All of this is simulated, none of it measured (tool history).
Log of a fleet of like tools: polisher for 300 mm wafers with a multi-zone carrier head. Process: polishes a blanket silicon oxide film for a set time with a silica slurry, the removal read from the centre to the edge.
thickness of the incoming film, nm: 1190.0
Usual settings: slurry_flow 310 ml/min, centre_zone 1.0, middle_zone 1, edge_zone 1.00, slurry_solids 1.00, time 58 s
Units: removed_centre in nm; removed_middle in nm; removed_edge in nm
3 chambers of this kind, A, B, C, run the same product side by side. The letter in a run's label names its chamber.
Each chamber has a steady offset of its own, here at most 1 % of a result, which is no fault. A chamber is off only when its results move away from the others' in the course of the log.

| run | hour | slurry_flow | centre_zone | middle_zone | edge_zone | slurry_solids | time | wafers polished on this pad | hours since the slurry nozzle was cleaned | hours since the centre zone pressure was calibrated | hours since the edge zone pressure was calibrated | removed_centre | removed_middle | removed_edge |
|---|---|---|---|---|---|---|---|---|---|---|---|---|---|---|
| 1C | 5.9 | 310 | 1.0 | 1 | 1.00 | 1.00 | 58 | 831 | 455.3 | 457.8 | 592.5 | 262.50 | 264.17 | 264.24 |
| 2B | 11.7 | 310 | 1.0 | 1 | 1.00 | 1.00 | 58 | 808 | 451.0 | 14.7 | 629.3 | 263.98 | 260.04 | 264.61 |
|  | 16.9 | chamber A: worn pad replaced by a new one |
| 3A | 17.1 | 310 | 1.0 | 1 | 1.00 | 1.00 | 58 | 1 | 51.5 | 1161.8 | 208.5 | 263.75 | 266.85 | 261.74 |
| 4B | 19.8 | 310 | 1.0 | 1 | 1.00 | 1.00 | 58 | 858 | 459.1 | 22.8 | 637.4 | 265.01 | 268.52 | 260.38 |
| 5C | 24.7 | 310 | 1.0 | 1 | 1.00 | 1.00 | 58 | 947 | 474.1 | 476.6 | 611.3 | 263.25 | 263.55 | 262.31 |
| 6A | 28.7 | 310 | 1.0 | 1 | 1.00 | 0.90 | 41 | 73 | 63.1 | 1173.4 | 220.1 | 176.79 | 177.80 | 175.34 |
| 7A | 31.5 | 310 | 1.0 | 1 | 1.00 | 0.90 | 41 | 91 | 65.9 | 1176.2 | 222.9 | 175.16 | 175.55 | 177.65 |
| 8B | 34.5 | 310 | 1.0 | 1 | 1.00 | 0.90 | 41 | 949 | 473.8 | 37.5 | 652.1 | 177.46 | 177.43 | 175.31 |
| 9C | 39.0 | 310 | 1.0 | 1 | 1.00 | 1.00 | 58 | 1036 | 488.4 | 490.9 | 625.6 | 262.59 | 260.09 | 262.55 |
| 10B | 42.9 | 310 | 1.0 | 1 | 1.00 | 1.00 | 58 | 1002 | 482.2 | 45.9 | 660.5 | 265.45 | 262.80 | 261.26 |
|  | 43.5 | chamber B: slurry nozzle cleaned |
| 11C | 47.3 | 310 | 1.0 | 1 | 1.07 | 0.85 | 58 | 1088 | 496.7 | 499.2 | 633.9 | 239.75 | 250.96 | 246.42 |
| 12A | 52.1 | 310 | 1.0 | 1 | 1.07 | 0.85 | 58 | 219 | 86.5 | 1196.8 | 243.5 | 242.21 | 243.60 | 254.80 |
|  | 53.1 | chamber B: worn pad replaced by a new one |
| 13B | 55.2 | 310 | 1.0 | 1 | 1.07 | 0.85 | 58 | 13 | 11.8 | 58.2 | 672.8 | 243.94 | 241.89 | 254.52 |
| 14A | 59.8 | 310 | 1.0 | 1 | 1.00 | 1.00 | 58 | 267 | 94.2 | 1204.5 | 251.2 | 261.00 | 259.77 | 266.30 |
| 15C | 63.5 | 310 | 1.0 | 1 | 1.00 | 1.00 | 58 | 1188 | 512.9 | 515.4 | 650.1 | 262.71 | 262.91 | 264.80 |
| 16B | 67.3 | 310 | 1.0 | 1 | 1.00 | 1.00 | 58 | 88 | 23.9 | 70.3 | 684.9 | 263.36 | 261.34 | 259.42 |
| 17C | 71.0 | 310 | 1.0 | 1 | 1.00 | 1.00 | 58 | 1235 | 520.4 | 522.9 | 657.6 | 259.86 | 263.42 | 259.71 |
| 18A | 74.4 | 310 | 1.0 | 1 | 1.00 | 1.00 | 58 | 357 | 108.8 | 1219.1 | 265.8 | 263.28 | 259.93 | 262.93 |
| 19A | 78.5 | 310 | 1.0 | 1 | 1.00 | 1.00 | 58 | 383 | 112.9 | 1223.2 | 269.9 | 262.96 | 264.49 | 263.00 |
| 20C | 81.7 | 310 | 1.0 | 1 | 1.00 | 1.00 | 58 | 1301 | 531.1 | 533.6 | 668.3 | 258.26 | 266.98 | 260.45 |
| 21B | 87.3 | 310 | 1.0 | 1 | 1.00 | 1.00 | 58 | 212 | 43.9 | 90.3 | 704.9 | 263.08 | 262.02 | 263.74 |
|  | 88.7 | chamber C: worn pad replaced by a new one |
|  | 89.5 | chamber A: worn pad replaced by a new one |
| 22B | 92.0 | 310 | 0.9 | 1 | 1.00 | 1.00 | 44 | 242 | 48.6 | 95.0 | 709.6 | 176.68 | 196.95 | 196.74 |
| 23A | 96.1 | 310 | 0.9 | 1 | 1.00 | 1.00 | 44 | 41 | 130.5 | 1240.8 | 287.5 | 178.41 | 198.64 | 196.87 |
| 24C | 99.1 | 310 | 0.9 | 1 | 1.00 | 1.00 | 44 | 64 | 548.5 | 551.0 | 685.7 | 175.12 | 200.67 | 200.71 |
| 25A | 102.8 | 310 | 1.0 | 1 | 1.00 | 1.00 | 58 | 83 | 137.2 | 1247.5 | 294.2 | 265.97 | 263.51 | 260.39 |
| 26B | 108.6 | 310 | 1.0 | 1 | 1.00 | 1.00 | 58 | 345 | 65.2 | 111.6 | 726.2 | 263.06 | 264.52 | 264.15 |
| 27C | 111.2 | 310 | 1.0 | 1 | 1.00 | 1.00 | 58 | 140 | 560.6 | 563.1 | 697.8 | 255.78 | 259.02 | 262.24 |
| 28B | 115.7 | 310 | 1.0 | 1 | 1.00 | 1.00 | 58 | 389 | 72.3 | 118.7 | 733.3 | 261.39 | 265.55 | 258.68 |
| 29C | 120.7 | 310 | 1.0 | 1 | 1.00 | 1.00 | 58 | 199 | 570.1 | 572.6 | 707.3 | 257.43 | 263.04 | 264.96 |
|  | 122.3 | chamber A: centre zone pressure recalibrated |
| 30A | 123.5 | 310 | 1.0 | 1 | 1.00 | 1.00 | 58 | 211 | 157.9 | 1.2 | 314.9 | 268.62 | 262.13 | 265.67 |
| 31B | 126.5 | 310 | 1.0 | 1 | 1.00 | 1.00 | 58 | 456 | 83.1 | 129.5 | 744.1 | 265.40 | 259.74 | 261.63 |
| 32A | 129.2 | 310 | 1.0 | 1 | 1.00 | 1.00 | 58 | 247 | 163.6 | 6.9 | 320.6 | 263.63 | 262.17 | 264.56 |
| 33C | 132.5 | 310 | 1.0 | 1 | 1.00 | 0.85 | 58 | 272 | 581.9 | 584.4 | 719.1 | 231.21 | 249.79 | 242.71 |
| 34B | 137.0 | 310 | 1.0 | 1 | 1.00 | 0.85 | 58 | 521 | 93.6 | 140.0 | 754.6 | 249.08 | 243.91 | 242.01 |
| 35C | 140.4 | 310 | 1.0 | 1 | 1.00 | 0.85 | 58 | 321 | 589.8 | 592.3 | 727.0 | 230.96 | 244.46 | 240.99 |
| 36A | 145.9 | 310 | 1.0 | 1 | 1.00 | 1.00 | 58 | 350 | 180.3 | 23.6 | 337.3 | 262.47 | 271.57 | 259.85 |
| 37B | 150.7 | 310 | 1.0 | 1 | 1.00 | 1.00 | 58 | 606 | 107.3 | 153.7 | 768.3 | 262.36 | 266.21 | 259.45 |
| 38C | 156.3 | 310 | 1.0 | 1 | 1.00 | 1.00 | 58 | 420 | 605.7 | 608.2 | 742.9 | 246.36 | 263.64 | 260.40 |
| 39A | 160.2 | 310 | 1.0 | 1 | 1.00 | 1.00 | 58 | 439 | 194.6 | 37.9 | 351.6 | 264.08 | 269.61 | 254.37 |
| 40A | 164.6 | 310 | 1.0 | 1 | 1.00 | 1.00 | 58 | 466 | 199.0 | 42.3 | 356.0 | 263.92 | 256.28 | 262.04 |
| 41B | 168.3 | 310 | 1.0 | 1 | 1.00 | 1.00 | 58 | 716 | 124.9 | 171.3 | 785.9 | 262.28 | 261.43 | 260.01 |
| 42C | 173.2 | 310 | 1.0 | 1 | 1.00 | 1.00 | 58 | 525 | 622.6 | 625.1 | 759.8 | 247.58 | 263.98 | 261.54 |
| 43B | 176.3 | 310 | 1.0 | 1 | 1.00 | 1.00 | 58 | 765 | 132.9 | 179.3 | 793.9 | 263.93 | 258.97 | 262.65 |
| 44C | 182.2 | 310 | 1.0 | 1 | 1.00 | 1.00 | 58 | 581 | 631.6 | 634.1 | 768.8 | 242.37 | 264.75 | 260.85 |

Next, every chamber runs the same settings. What will each give?
| 45A | 186.5 | 310 | 1.0 | 1 | 1.00 | 1.00 | 58 |  |  |  |  | ? | ? | ? |
| 45B | 186.5 | 310 | 1.0 | 1 | 1.00 | 1.00 | 58 |  |  |  |  | ? | ? | ? |
| 45C | 186.5 | 310 | 1.0 | 1 | 1.00 | 1.00 | 58 |  |  |  |  | ? | ? | ? |

| run | removed_centre | removed_middle | removed_edge |
|---|---|---|---|
| 45A | 265.17 | 263.41 | 263.59 |
| 45B | 263.32 | 258.06 | 261.44 |
| 45C | 242.15 | 266.63 | 260.07 |

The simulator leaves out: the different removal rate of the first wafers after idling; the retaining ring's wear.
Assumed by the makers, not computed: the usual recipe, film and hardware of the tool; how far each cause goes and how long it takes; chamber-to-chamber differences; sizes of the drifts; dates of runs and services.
